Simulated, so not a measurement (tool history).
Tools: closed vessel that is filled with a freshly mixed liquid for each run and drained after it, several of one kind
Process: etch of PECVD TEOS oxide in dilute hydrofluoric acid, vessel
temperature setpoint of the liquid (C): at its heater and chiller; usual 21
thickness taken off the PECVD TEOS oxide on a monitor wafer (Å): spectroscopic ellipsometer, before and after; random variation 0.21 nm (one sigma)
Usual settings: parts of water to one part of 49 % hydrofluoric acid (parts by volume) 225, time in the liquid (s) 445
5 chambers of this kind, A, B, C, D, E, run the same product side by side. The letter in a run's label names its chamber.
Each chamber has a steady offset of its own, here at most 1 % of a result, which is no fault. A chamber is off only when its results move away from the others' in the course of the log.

run,hour,temperature setpoint of the liquid (C),parts of water to one part of 49 % hydrofluoric acid (parts by volume),time in the liquid (s),"read-back film thickness of the PECVD TEOS oxide reference wafer, read on the same gauge (nm)",thickness taken off the PECVD TEOS oxide on a monitor wafer (Å)
1B,6.9,21,225,445,150.01,216.22
2A,13,21,225,445,150.03,220.67
3E,17.8,21,225,445,150.01,217.05
4D,24.2,21,225,445,150,222.91
5C,28.5,21,225,445,150.01,219.54
6C,35.1,19.5,190,445,150.02,254.67
7E,41.8,19.5,190,445,150.02,253.67
8B,47.6,19.5,190,445,149.99,255.69
9D,53.1,19.5,190,445,149.99,257.44
10A,58,19.5,190,445,149.97,256.84
11C,64.2,21,225,445,149.99,220.29
12D,69.9,21,225,445,150.01,222.03
13E,77.2,21,225,445,150.05,216.83
14A,84.3,21,225,445,150.04,223.28
15B,88.8,21,225,445,150.03,215.82
16A,96.6,21,225,445,149.99,225.32
17D,100,21,225,445,149.99,218.91
18B,105.2,21,225,445,149.97,212.69
19E,111.8,21,225,445,150.01,217.98
20C,117.3,17.5,225,230,150,98.931
21A,120.9,17.5,225,230,150.03,100.9
22E,126.2,17.5,225,230,150,99.534
23B,131.6,17.5,225,230,149.99,94.145
24C,139.2,17.5,225,230,150.02,99.479
25D,146.3,21,225,445,150.02,221.01
26D,154,21,225,445,150.02,223.13
27A,157.4,21,225,445,150.04,225.56
28C,161.7,17,225,235,150.01,97.814
29B,168.2,17,225,235,150.01,94.471
30E,175.7,17,225,235,149.99,99.515
31B,181.2,17,225,235,150.01,93.327

Is one chamber off against the others, does the gauge drift, or is nothing wrong? If a chamber is off, say which, and what the likeliest cause is.

Chamber B drifts away from the others.
Cause: hydrofluoric acid flow below the setpoint (%) = 4.97.
The log may not tell that from: liquid colder than its thermometer reads (K).

Here are 4 candidates for chamber B's next run, each the usual settings with a change, their results left as question marks. Which one brings its results back in line with what the others give on the usual settings?
In line means no further than this from the other chambers' mean on the usual settings: thickness taken off the PECVD TEOS oxide on a monitor wafer (Å) 7.5
32B-1,186.8,21,240,445,,?
32B-2,186.8,17,225,445,,?
32B-3,186.8,21.5,200,445,,?
32B-4,186.8,21,225,480,,?

The other chambers' mean on the usual settings: thickness taken off the PECVD TEOS oxide on a monitor wafer (Å) 220.68
run,thickness taken off the PECVD TEOS oxide on a monitor wafer (Å)
32B-1,189.42
32B-2,176.51
32B-3,242.15
32B-4,221.52
32B-4 brings the chamber back in line.
